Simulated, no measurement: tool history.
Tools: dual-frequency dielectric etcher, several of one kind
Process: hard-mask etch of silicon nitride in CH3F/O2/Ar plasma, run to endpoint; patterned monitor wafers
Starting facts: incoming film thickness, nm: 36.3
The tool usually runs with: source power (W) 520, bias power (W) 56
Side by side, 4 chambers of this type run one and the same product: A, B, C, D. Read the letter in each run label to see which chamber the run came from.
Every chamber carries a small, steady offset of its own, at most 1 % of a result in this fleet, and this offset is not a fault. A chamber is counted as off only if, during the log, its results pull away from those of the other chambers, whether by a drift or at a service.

| run | hour | source power (W) | bias power (W) | endpoint time (s) |
|---|---|---|---|---|
| 1C | 5 | 520 | 56 | 51.118 |
| 2A | 9.7 | 520 | 56 | 51.551 |
| 3D | 16.1 | 520 | 56 | 51.712 |
| 4B | 20.8 | 520 | 56 | 51.224 |
| 5B | 27.3 | 520 | 56 | 51.471 |
| 6A | 34.8 | 520 | 56 | 51.613 |
|  | 35.3 | chamber D: wet clean of the chamber |
|  | 41.3 | chamber C: wet clean of the chamber |
| 7D | 42.1 | 520 | 56 | 51.436 |
| 8C | 47.8 | 520 | 56 | 51.175 |
| 9C | 56.7 | 520 | 56 | 51.27 |
| 10D | 62 | 520 | 56 | 51.448 |
| 11B | 66.7 | 520 | 56 | 51.325 |
| 12A | 76.7 | 520 | 56 | 51.537 |
| 13D | 85.4 | 520 | 56 | 51.666 |
| 14A | 93.5 | 440 | 56 | 55.2 |
| 15C | 103.2 | 440 | 56 | 54.498 |
| 16B | 109.1 | 440 | 56 | 54.924 |
| 17C | 114.1 | 440 | 56 | 54.705 |
| 18D | 122.5 | 520 | 56 | 51.527 |
| 19A | 129.9 | 520 | 56 | 51.631 |
| 20B | 138.7 | 520 | 56 | 51.43 |
| 21C | 145.5 | 520 | 56 | 51.178 |
| 22D | 153 | 520 | 56 | 51.813 |
| 23B | 161.6 | 520 | 56 | 51.635 |
| 24A | 171.2 | 520 | 56 | 51.463 |
| 25D | 177.1 | 520 | 56 | 51.268 |
| 26A | 185.5 | 610 | 50 | 50.107 |
| 27C | 194.5 | 610 | 50 | 49.901 |
| 28B | 200 | 610 | 50 | 50.677 |
| 29A | 206.2 | 610 | 50 | 50.307 |
| 30B | 216.6 | 520 | 56 | 52.18 |
| 31C | 223.1 | 520 | 56 | 51.272 |
| 32D | 230.2 | 520 | 56 | 51.711 |
| 33A | 238.9 | 520 | 56 | 51.419 |
| 34D | 247 | 520 | 56 | 51.367 |
| 35C | 252.9 | 520 | 43 | 55.536 |
| 36B | 259.2 | 520 | 43 | 57.045 |
| 37B | 268.9 | 520 | 43 | 56.936 |
| 38A | 274.3 | 520 | 43 | 55.542 |
| 39C | 284 | 520 | 56 | 51.133 |
| 40D | 292.7 | 520 | 56 | 51.241 |
| 41B | 303.2 | 520 | 56 | 52.563 |
| 42A | 312.3 | 420 | 68 | 52.726 |
| 43C | 320.7 | 420 | 68 | 51.826 |

Is one chamber out of step, is the gauge drifting, or do the chambers differ by no more than their own small offsets? For an off chamber, give its letter and the likeliest cause.

Little by little, chamber B moves away from the other chambers.
Likeliest cause: etch rate under this chamber's usual, % = 3.39.

Here are 4 candidates for chamber B's next run, each the usual settings with a change, their results left as question marks. Which one brings its results back in line with what the others give on the usual settings?
In line here means within this much of the mean the other chambers give on the usual settings: endpoint time (s) 0.59
| 44B-1 | 328.5 | 550 | 58 | ? |
| 44B-2 | 328.5 | 510 | 55 | ? |
| 44B-3 | 328.5 | 480 | 56 | ? |
| 44B-4 | 328.5 | 530 | 56 | ? |

Other chambers, usual settings, mean: endpoint time (s) 51.442
| run | endpoint time (s) |
|---|---|
| 44B-1 | 51.23 |
| 44B-2 | 53.656 |
| 44B-3 | 54.635 |
| 44B-4 | 52.555 |
Change 44B-1 lands the chamber within the allowed miss of the other chambers.

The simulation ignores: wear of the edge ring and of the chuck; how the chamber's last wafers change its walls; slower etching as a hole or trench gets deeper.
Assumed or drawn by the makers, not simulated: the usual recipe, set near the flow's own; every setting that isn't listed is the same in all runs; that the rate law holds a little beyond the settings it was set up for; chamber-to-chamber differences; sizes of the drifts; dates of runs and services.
